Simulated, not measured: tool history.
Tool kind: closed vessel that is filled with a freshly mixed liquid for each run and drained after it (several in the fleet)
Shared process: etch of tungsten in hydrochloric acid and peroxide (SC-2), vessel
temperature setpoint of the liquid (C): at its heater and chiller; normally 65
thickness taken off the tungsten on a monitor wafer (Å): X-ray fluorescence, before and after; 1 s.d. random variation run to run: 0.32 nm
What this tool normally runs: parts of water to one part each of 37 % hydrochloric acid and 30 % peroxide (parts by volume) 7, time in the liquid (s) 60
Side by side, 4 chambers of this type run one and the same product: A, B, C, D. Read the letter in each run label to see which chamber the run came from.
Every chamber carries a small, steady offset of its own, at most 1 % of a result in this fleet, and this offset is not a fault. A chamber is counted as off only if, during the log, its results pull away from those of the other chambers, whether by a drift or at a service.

| run | day | temperature setpoint of the liquid (C) | parts of water to one part each of 37 % hydrochloric acid and 30 % peroxide (parts by volume) | time in the liquid (s) | read-back film thickness of the tungsten reference wafer, read on the same gauge (nm) | thickness taken off the tungsten on a monitor wafer (Å) |
|---|---|---|---|---|---|---|
| 1C | 0.15 | 65 | 7 | 60 | 149.99 | 456.22 |
| 2A | 0.308 | 65 | 7 | 60 | 149.98 | 451.95 |
|  | 0.379 | chamber D: new drum of peroxide connected |
| 3B | 0.462 | 65 | 7 | 60 | 149.98 | 448.52 |
|  | 0.542 | chamber A: new drum of peroxide connected |
| 4D | 0.592 | 65 | 7 | 60 | 150.01 | 454.68 |
| 5D | 0.754 | 65 | 7 | 60 | 150 | 453.08 |
| 6B | 0.925 | 65 | 7 | 60 | 150.03 | 452.36 |
| 7A | 1.058 | 65 | 7 | 60 | 150.02 | 451.74 |
| 8C | 1.167 | 65 | 7 | 60 | 149.99 | 451.36 |
| 9C | 1.317 | 65 | 7 | 60 | 150.02 | 454.03 |
| 10B | 1.433 | 65 | 7 | 60 | 149.98 | 445.3 |
| 11A | 1.542 | 65 | 7 | 60 | 149.99 | 455.22 |
| 12D | 1.7 | 65 | 7 | 60 | 150.01 | 448.42 |
| 13A | 1.825 | 65 | 7 | 60 | 150.05 | 459.21 |
| 14D | 2.008 | 65 | 7 | 60 | 149.99 | 454.24 |
| 15B | 2.196 | 65 | 7 | 60 | 150.05 | 447.12 |
| 16C | 2.329 | 65 | 7 | 60 | 150.01 | 450.6 |
| 17C | 2.517 | 65 | 7 | 60 | 149.98 | 455.62 |
| 18D | 2.712 | 65 | 7 | 60 | 150.01 | 452.96 |
| 19A | 2.875 | 65 | 7 | 60 | 149.97 | 466.46 |
| 20B | 3.079 | 65 | 7 | 60 | 150.02 | 441.96 |
| 21C | 3.212 | 65 | 7 | 60 | 150.01 | 455.13 |
| 22D | 3.362 | 65 | 7 | 60 | 150 | 454.24 |
| 23B | 3.521 | 56 | 9.5 | 60 | 150.02 | 198.72 |
| 24A | 3.708 | 56 | 9.5 | 60 | 150.02 | 211.49 |
| 25C | 3.888 | 56 | 9.5 | 60 | 149.97 | 203.5 |
| 26D | 4.046 | 56 | 9.5 | 60 | 150.03 | 197.89 |
| 27A | 4.171 | 65 | 7 | 60 | 149.97 | 483.66 |
| 28B | 4.375 | 65 | 7 | 60 | 150.01 | 451.08 |
| 29B | 4.479 | 65 | 7 | 60 | 149.99 | 448.25 |
| 30C | 4.612 | 65 | 7 | 60 | 150 | 452.24 |

Next, every chamber runs the same settings. What will each give?
| 31A | 4.758 | 65 | 9.5 | 60 |  | ? |
| 31B | 4.758 | 65 | 9.5 | 60 |  | ? |
| 31C | 4.758 | 65 | 9.5 | 60 |  | ? |
| 31D | 4.758 | 65 | 9.5 | 60 |  | ? |

| run | thickness taken off the tungsten on a monitor wafer (Å) |
|---|---|
| 31A | 379.52 |
| 31B | 353.21 |
| 31C | 356.55 |
| 31D | 353.67 |

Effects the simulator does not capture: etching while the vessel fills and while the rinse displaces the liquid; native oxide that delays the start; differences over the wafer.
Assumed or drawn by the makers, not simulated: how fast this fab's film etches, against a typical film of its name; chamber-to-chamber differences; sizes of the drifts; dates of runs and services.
